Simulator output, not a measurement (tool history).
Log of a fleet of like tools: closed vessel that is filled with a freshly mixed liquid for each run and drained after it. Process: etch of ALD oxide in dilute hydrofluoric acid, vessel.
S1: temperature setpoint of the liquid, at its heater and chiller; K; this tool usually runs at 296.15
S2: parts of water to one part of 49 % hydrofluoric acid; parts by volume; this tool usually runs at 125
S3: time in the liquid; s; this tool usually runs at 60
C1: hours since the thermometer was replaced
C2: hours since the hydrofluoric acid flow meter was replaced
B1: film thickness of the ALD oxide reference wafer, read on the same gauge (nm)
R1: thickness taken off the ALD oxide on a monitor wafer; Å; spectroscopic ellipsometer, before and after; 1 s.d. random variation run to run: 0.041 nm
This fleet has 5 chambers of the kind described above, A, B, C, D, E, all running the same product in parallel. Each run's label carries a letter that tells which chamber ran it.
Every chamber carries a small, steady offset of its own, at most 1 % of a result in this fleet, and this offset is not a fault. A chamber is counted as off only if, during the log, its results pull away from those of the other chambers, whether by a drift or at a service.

run,hour,S1,S2,S3,C1,C2,B1,R1
1B,3.4,296.15,125,60,171.7,538.7,80.005,70.484
2A,7.1,296.15,125,60,186.5,478.2,79.989,69.835
3C,11.2,296.15,125,60,394.5,420.6,80.002,70.766
4E,15.5,296.15,125,60,1510.4,430.4,79.978,69.298
# hour 15.8: chamber E: thermometer replaced
5D,20.8,296.15,125,60,629.2,1969.3,79.993,69.585
6E,24.5,296.15,125,60,8.8,439.4,79.998,69.742
7A,28.7,296.15,125,60,208.1,499.8,79.987,70.163
8B,32.0,296.15,125,60,200.3,567.3,80.007,69.863
9D,35.8,296.15,125,60,644.2,1984.3,79.984,70.007
10C,39.3,296.15,125,60,422.6,448.7,80.009,70.082
11A,43.1,296.15,125,60,222.5,514.2,80.001,70.687
12E,47.3,296.15,125,60,31.6,462.2,79.997,67.970
13B,50.9,296.15,125,60,219.2,586.2,80.020,69.413
14D,54.7,296.15,125,60,663.1,2003.2,79.968,69.919
15C,57.5,296.15,125,60,440.8,466.9,80.011,70.152
16A,61.7,296.15,125,60,241.1,532.8,80.018,69.995
17E,66.4,296.15,125,60,50.7,481.3,79.987,68.004
18D,70.2,296.15,125,60,678.6,2018.7,79.994,69.795
19B,72.8,296.15,125,60,241.1,608.1,80.011,70.212
20C,75.3,296.15,85,60,458.6,484.7,79.977,108.160
21E,78.3,296.15,85,60,62.6,493.2,79.993,104.150
22B,83.4,296.15,85,60,251.7,618.7,80.008,109.210
23D,87.0,296.15,85,60,695.4,2035.5,80.010,106.690
24C,90.6,296.15,85,60,473.9,500.0,80.006,107.930
25A,95.9,296.15,125,60,275.3,567.0,79.997,69.786
26B,99.3,296.15,125,60,267.6,634.6,80.006,70.802
27D,104.9,296.15,125,60,713.3,2053.4,80.005,70.837
28C,108.9,291.65,145,60,492.2,518.3,79.958,49.556
29E,112.3,291.65,145,60,96.6,527.2,79.997,46.561
30A,117.6,291.65,145,60,297.0,588.7,80.010,49.607
31A,120.2,291.65,145,60,299.6,591.3,80.003,49.527
# hour 120.6: chamber A: hydrofluoric acid flow meter replaced
32C,122.7,291.65,145,60,506.0,532.1,80.013,49.412
33E,127.7,296.15,125,60,112.0,542.6,80.020,65.726
34B,133.3,294.65,125,60,301.6,668.6,80.014,67.067
35D,137.4,294.65,125,60,745.8,2085.9,79.994,65.671
36B,140.6,294.65,125,60,308.9,675.9,79.986,65.948
37E,146.1,294.65,125,60,130.4,561.0,79.987,61.239
38D,150.1,294.65,125,60,758.5,2098.6,79.996,66.118
39A,153.4,296.15,125,60,332.8,32.9,80.017,69.533
40C,158.5,296.15,125,60,541.8,567.9,79.993,69.986

The same settings go to every chamber for the next run, one line per chamber below. Forecast the results for each:
41A,162.6,296.15,125,60,,,,?
41B,162.6,296.15,125,60,,,,?
41C,162.6,296.15,125,60,,,,?
41D,162.6,296.15,125,60,,,,?
41E,162.6,296.15,125,60,,,,?

run,R1
41A,70.169
41B,70.242
41C,70.718
41D,70.231
41E,64.078
